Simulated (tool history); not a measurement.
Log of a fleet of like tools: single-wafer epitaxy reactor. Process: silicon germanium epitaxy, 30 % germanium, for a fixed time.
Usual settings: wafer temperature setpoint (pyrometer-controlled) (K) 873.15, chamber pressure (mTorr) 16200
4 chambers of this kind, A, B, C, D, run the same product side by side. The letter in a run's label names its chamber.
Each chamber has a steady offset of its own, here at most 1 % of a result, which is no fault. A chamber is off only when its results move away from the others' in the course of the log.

| run | hour | wafer temperature setpoint (pyrometer-controlled) (K) | chamber pressure (mTorr) | read-back reference wafer on the same gauge, thickness_nm | mean film thickness on the monitor wafer (angstrom) |
|---|---|---|---|---|---|
| 1A | 7.5 | 873.15 | 16200 | 53.708 | 541.23 |
| 2B | 15.3 | 873.15 | 16200 | 53.708 | 544.07 |
| 3D | 22.7 | 873.15 | 16200 | 53.717 | 539.17 |
| 4C | 33.6 | 873.15 | 16200 | 53.742 | 540.65 |
| 5A | 43.8 | 873.15 | 16200 | 53.742 | 541.32 |
| 6D | 53 | 873.15 | 16200 | 53.769 | 538.87 |
| 7C | 65.3 | 873.15 | 16200 | 53.761 | 540.32 |
| 8B | 78.1 | 873.15 | 16200 | 53.793 | 545.72 |
| 9D | 91.2 | 873.15 | 16200 | 53.816 | 538.2 |
| 10A | 98.1 | 873.15 | 16200 | 53.831 | 542.24 |
| 11B | 104.7 | 873.15 | 19700 | 53.852 | 589.49 |
| 12C | 113.8 | 873.15 | 19700 | 53.83 | 584.84 |
| 13D | 123.8 | 873.15 | 19700 | 53.88 | 582.73 |
| 14C | 136.4 | 873.15 | 19700 | 53.888 | 585.88 |
| 15A | 145.9 | 873.15 | 16200 | 53.873 | 543.01 |
| 16B | 158.5 | 873.15 | 16200 | 53.883 | 545.94 |
| 17C | 170.7 | 873.15 | 16200 | 53.912 | 541.84 |
| 18B | 183.4 | 873.15 | 16200 | 53.923 | 546.83 |
| 19D | 195.8 | 873.15 | 16200 | 53.957 | 540.94 |
|  | 198.9 | chamber A: capacitance manometer re-zeroed and calibrated |
| 20A | 208.7 | 873.15 | 16200 | 53.951 | 545.6 |
| 21C | 216.3 | 873.15 | 16200 | 53.966 | 542.44 |
| 22B | 223.3 | 873.15 | 16200 | 53.948 | 547.99 |
| 23D | 232.1 | 873.15 | 16200 | 53.994 | 540.63 |
| 24A | 242.2 | 865.15 | 19400 | 54.009 | 505.51 |
| 25C | 255.1 | 865.15 | 19400 | 54.016 | 504.93 |
| 26B | 261.8 | 865.15 | 19400 | 54.019 | 507.03 |
| 27A | 267.9 | 865.15 | 19400 | 54.017 | 506.32 |
| 28D | 274 | 873.15 | 16200 | 54.012 | 543.09 |
| 29C | 282 | 873.15 | 16200 | 54.077 | 544.82 |

Next, every chamber runs the same settings. What will each give?
| 30A | 291.8 | 873.15 | 14000 |  | ? |
| 30B | 291.8 | 873.15 | 14000 |  | ? |
| 30C | 291.8 | 873.15 | 14000 |  | ? |
| 30D | 291.8 | 873.15 | 14000 |  | ? |

| run | mean film thickness on the monitor wafer (angstrom) |
|---|---|
| 30A | 513.73 |
| 30B | 517.74 |
| 30C | 513.61 |
| 30D | 510.82 |
